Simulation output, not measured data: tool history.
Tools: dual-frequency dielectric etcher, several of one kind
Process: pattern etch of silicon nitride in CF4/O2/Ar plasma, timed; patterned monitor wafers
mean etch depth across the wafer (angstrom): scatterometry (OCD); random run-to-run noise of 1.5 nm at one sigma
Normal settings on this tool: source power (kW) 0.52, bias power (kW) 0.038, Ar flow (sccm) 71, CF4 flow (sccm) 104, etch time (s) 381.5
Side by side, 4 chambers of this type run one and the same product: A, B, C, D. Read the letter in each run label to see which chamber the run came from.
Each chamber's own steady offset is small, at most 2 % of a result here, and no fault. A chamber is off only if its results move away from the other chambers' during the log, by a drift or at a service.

run,hour,source power (kW),bias power (kW),Ar flow (sccm),CF4 flow (sccm),etch time (s),"read-back reference wafer on the same gauge, depth_nm",mean etch depth across the wafer (angstrom)
1A,10,0.52,0.038,71,104,381.5,608,7128.5
2D,17.6,0.52,0.038,71,104,381.5,608.14,7001.3
3C,26.5,0.52,0.038,71,104,381.5,608.15,7228.8
# hour 27.1: chamber C: wet clean of the chamber
4B,31.5,0.52,0.038,71,104,381.5,608.03,7082.4
5D,41.2,0.52,0.038,71,104,381.5,608.35,6989.1
6C,47.1,0.52,0.041,71,104,492.5,608.17,9571.4
7A,55.1,0.52,0.041,71,104,492.5,608.47,9418.7
8B,60.5,0.52,0.041,71,104,492.5,608.04,9411.7
9A,68.9,0.52,0.041,71,104,492.5,607.42,9390.1
10B,77.7,0.52,0.038,71,104,381.5,608.26,7093.3
11C,82.6,0.52,0.038,71,104,381.5,607.91,7232.4
12D,90.6,0.52,0.038,71,104,381.5,607.89,7005.5
13A,95.2,0.52,0.038,71,104,381.5,608.16,7117.1
14C,100.3,0.52,0.038,71,104,381.5,607.69,7227.3
15B,106.2,0.52,0.038,71,104,381.5,608.28,7130.1
16D,112,0.52,0.038,66,104,381.5,608.15,7048.8
17A,121.4,0.52,0.038,66,104,381.5,608.49,7111.2
18B,127.9,0.52,0.038,66,104,381.5,608.21,7171.8
# hour 131.3: chamber B: Ar flow controller replaced
19C,136.1,0.52,0.038,66,104,381.5,607.87,7305.8
# hour 143.6: chamber D: wet clean of the chamber
20D,144.9,0.52,0.038,71,104,315,607.92,5786
21B,153.3,0.52,0.038,71,104,315,608.14,5876.4
# hour 157.2: chamber B: bias power generator calibrated
22C,158.9,0.52,0.038,71,104,315,608.03,5989.8
23A,167.8,0.52,0.038,71,104,315,607.85,5802.3
24D,174.2,0.52,0.038,71,104,381.5,608.05,7011
# hour 178.7: chamber A: wet clean of the chamber
25D,183.7,0.59,0.038,71,104,381.5,608.04,7819.9
26A,188.1,0.59,0.038,71,104,381.5,608.17,7813.6
27C,196.3,0.59,0.038,71,104,381.5,607.86,8085.1
28B,205.2,0.59,0.038,71,104,381.5,607.63,7925.7
29B,211.9,0.59,0.033,71,104,381.5,607.61,7560.5

The same settings go to every chamber for the next run, one line per chamber below. Forecast the results for each:
30A,219.1,0.52,0.038,71,104,381.5,,?
30B,219.1,0.52,0.038,71,104,381.5,,?
30C,219.1,0.52,0.038,71,104,381.5,,?
30D,219.1,0.52,0.038,71,104,381.5,,?

run,mean etch depth across the wafer (angstrom)
30A,6973.8
30B,7126.3
30C,7236.2
30D,7009.7

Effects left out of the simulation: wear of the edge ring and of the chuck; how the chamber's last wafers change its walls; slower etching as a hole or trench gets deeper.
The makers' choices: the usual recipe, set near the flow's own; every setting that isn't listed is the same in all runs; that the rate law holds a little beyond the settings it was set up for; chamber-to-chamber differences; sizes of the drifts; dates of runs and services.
